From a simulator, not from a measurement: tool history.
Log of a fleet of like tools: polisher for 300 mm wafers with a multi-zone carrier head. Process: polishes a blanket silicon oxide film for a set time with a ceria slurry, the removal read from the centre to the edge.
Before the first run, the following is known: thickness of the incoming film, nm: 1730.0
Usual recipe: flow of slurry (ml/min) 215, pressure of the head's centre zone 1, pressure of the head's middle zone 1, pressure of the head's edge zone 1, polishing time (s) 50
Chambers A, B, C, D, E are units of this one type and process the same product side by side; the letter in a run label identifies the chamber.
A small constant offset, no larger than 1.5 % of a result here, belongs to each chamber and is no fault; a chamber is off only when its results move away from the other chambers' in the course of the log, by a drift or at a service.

run    day  flow of slurry (ml/min)  pressure of the head's centre zone  pressure of the head's middle zone  pressure of the head's edge zone  polishing time (s)  wafers polished on this pad  hours since the slurry nozzle was cleaned  hours since the centre zone pressure was calibrated  hours since the edge zone pressure was calibrated  film removed at the wafer's centre (Å)  film removed at mid-radius (Å)  film removed at the wafer's edge (Å)
 1A  0.138                      215                                   1                                   1                                 1                  50                          269                                        472                                                 67.7                                              398.4                                  1281.3                          1293.4                                1265.2
     0.246  -- chamber E: worn pad replaced by a new one
 2D  0.358                      215                                   1                                   1                                 1                  50                          826                                      712.8                                                631.8                                                124                                  1276.8                          1296.1                                1251.3
 3B  0.479                      215                                   1                                   1                                 1                  50                          197                                      473.3                                                612.1                                              846.4                                  1274.9                            1317                                  1264
 4C  0.629                      215                                   1                                   1                                 1                  50                          389                                        712                                                215.9                                              380.6                                  1304.4                          1285.4                                1263.5
     0.767  -- chamber D: worn pad replaced by a new one
 5E  0.783                      215                                0.94                                   1                              1.08                  50                          187                                      567.1                                                517.6                                              108.1                                  1196.6                            1251                                1334.2
 6D  0.938                      215                                0.94                                   1                              1.08                  50                           60                                      726.7                                                645.7                                              137.9                                    1183                            1258                                1321.6
 7A  1.142                      215                                0.94                                   1                              1.08                  50                          620                                      496.1                                                 91.8                                              422.5                                  1166.1                          1268.6                                1318.1
 8B  1.275                      215                                0.94                                   1                              1.08                  50                          475                                      492.4                                                631.2                                              865.5                                  1181.5                          1318.1                                1313.2
     1.362  -- chamber C: worn pad replaced by a new one
 9E  1.479                      215                                0.94                                   1                              1.08                  50                          430                                      583.8                                                534.3                                              124.8                                  1230.5                          1245.7                                  1333
     1.529  -- chamber B: worn pad replaced by a new one
10C   1.75                      285                                   1                                1.08                                 1                  50                          135                                      738.9                                                242.8                                              407.5                                  1291.5                          1451.7                                1296.3
11C  1.888                      285                                   1                                1.08                                 1                  50                          183                                      742.2                                                246.1                                              410.8                                    1345                          1398.1                                1289.1
12B  2.046                      285                                   1                                1.08                                 1                  50                          180                                      510.9                                                649.7                                                884                                  1319.1                          1434.9                                1308.4
     2.108  -- chamber C: slurry nozzle cleaned
13E  2.167                      285                                   1                                1.08                                 1                  50                          670                                      600.3                                                550.8                                              141.3                                  1308.6                          1420.4                                  1297
     2.229  -- chamber A: worn pad replaced by a new one
14D  2.404                      285                                   1                                1.08                                 1                  50                          571                                      761.9                                                680.9                                              173.1                                  1333.6                          1435.6                                1282.5
15A  2.567                      215                                   1                                   1                                 1                  50                          118                                      530.3                                                  126                                              456.7                                  1303.9                          1311.6                                  1271
16D  2.833                      215                                   1                                   1                                 1                  50                          721                                      772.2                                                691.2                                              183.4                                  1263.7                          1292.7                                1265.1
     2.879  -- chamber D: worn pad replaced by a new one
     2.942  -- chamber B: worn pad replaced by a new one
17A  3.033                      215                                   1                                   1                                 1                  50                          281                                      541.5                                                137.2                                              467.9                                  1299.9                          1249.2                                1269.1
18C    3.2                      215                                   1                                   1                                 1                  50                          641                                       26.2                                                277.6                                              442.3                                  1300.4                            1290                                1271.8
     3.354  -- chamber E: worn pad replaced by a new one
19B  3.388                      285                                   1                                   1                                 1                  50                          155                                      543.1                                                681.9                                              916.2                                  1334.8                            1347                                1289.9
     3.462  -- chamber C: worn pad replaced by a new one
20E  3.633                      285                                   1                                   1                                 1                  50                           98                                      635.5                                                  586                                              176.5                                  1319.3                          1322.9                                1313.6
     3.812  -- chamber B: slurry nozzle cleaned
21A  3.825                      285                                   1                                   1                                 1                  50                          557                                      560.5                                                156.2                                              486.9                                  1322.9                          1344.6                                  1288
     3.858  -- chamber E: slurry nozzle cleaned
22E  4.008                      285                                   1                                   1                                 1                  50                          229                                        3.6                                                  595                                              185.5                                  1370.6                          1323.4                                1307.9
23D  4.133                      285                                   1                                   1                                 1                  50                          438                                      803.4                                                722.4                                              214.6                                  1325.6                          1314.2                                1293.6
24C  4.388                      215                                 0.9                                   1                              0.96                  50                          323                                       54.7                                                306.1                                              470.8                                  1171.7                          1319.5                                1226.5
      4.45  -- chamber B: worn pad replaced by a new one
25B  4.621                      215                                 0.9                                   1                              0.96                  50                           59                                       19.5                                                711.5                                              945.8                                    1117                          1246.7                                1240.2
26A  4.746                      215                                 0.9                                   1                              0.96                  50                          879                                      582.6                                                178.3                                                509                                  1146.6                          1292.8                                1250.2
     4.804  -- chamber A: worn pad replaced by a new one
27B  4.862                      215                                 0.9                                   1                              0.96                  50                          144                                       25.3                                                717.3                                              951.6                                  1161.1                          1269.1                                1225.1
28C  5.008                      215                                 0.9                                   1                              0.96                  50                          540                                       69.6                                                  321                                              485.7                                  1099.3                          1293.6                                1264.2
29E  5.129                      215                                   1                                   1                                 1                  50                          620                                       30.5                                                621.9                                              212.4                                  1295.9                          1280.8                                1271.5
30D  5.317                      190                                   1                                   1                               0.9                  50                          851                                      831.8                                                750.8                                                243                                  1235.6                          1269.2                                1170.7
     5.475  -- chamber A: slurry nozzle cleaned
31A    5.5                      190                                   1                                   1                               0.9                  50                          243                                        0.6                                                196.4                                              527.1                                  1257.4                          1262.3                                1180.6
     5.504  -- chamber D: worn pad replaced by a new one
     5.738  -- chamber C: worn pad replaced by a new one
      5.75  -- chamber D: slurry nozzle cleaned
32B  5.762                      190                                   1                                   1                               0.9                  50                          458                                       46.9                                                738.9                                              973.2                                  1269.9                          1268.6                                1187.1
33D  5.879                      190                                   1                                   1                               0.9                  50                          132                                        3.1                                                764.3                                              256.5                                  1234.3                          1272.9                                1190.8
34E  6.038                      190                                   1                                   1                               0.9                  50                          937                                       52.3                                                643.7                                              234.2                                  1243.3                          1272.4                                1196.1
     6.104  -- chamber E: worn pad replaced by a new one
     6.192  -- chamber B: worn pad replaced by a new one
35C  6.217                      215                                   1                                   1                                 1                  50                          167                                       98.6                                                  350                                              514.7                                  1265.5                          1321.4                                1268.9
36B  6.446                      215                                   1                                   1                                 1                  50                           89                                       63.3                                                755.3                                              989.6                                  1258.4                          1280.5                                1275.5
     6.533  -- chamber A: edge zone pressure recalibrated
37E  6.575                      215                                   1                                   1                                 1                  50                          164                                       65.2                                                656.6                                              247.1                                  1260.9                          1311.7                                1280.2
38D  6.812                      215                                   1                                1.09                                 1                  37                          457                                       25.5                                                786.7                                              278.9                                  949.69                            1034                                 920.2
39C  7.075                      215                                   1                                1.09                                 1                  37                          467                                      119.2                                                370.6                                              535.3                                  951.88                          1034.4                                927.23
40A   7.35                      215                                   1                                1.09                                 1                  37                          888                                         45                                                240.8                                               19.7                                   969.4                          1019.2                                939.42
41A  7.504                      215                                   1                                1.09                                 1                  37                          942                                       48.7                                                244.5                                               23.4                                   932.1                          1045.7                                947.71
42E  7.738                      215                                   1                                1.09                                 1                  37                          569                                       93.1                                                684.5                                                275                                  974.78                          1029.2                                943.04
     7.742  -- chamber B: worn pad replaced by a new one
43B  7.921                      215                                   1                                   1                                 1                  50                           62                                       98.7                                                790.7                                               1025                                  1300.6                          1296.2                                1269.1

Which is it: a chamber that has drifted or been left off by a service, a gauge drift common to all chambers, or only each chamber's usual small offset? If a chamber is off, name it and its likeliest cause.

The fleet is healthy, with each chamber sitting at its usual small offset and no drift in the gauge.
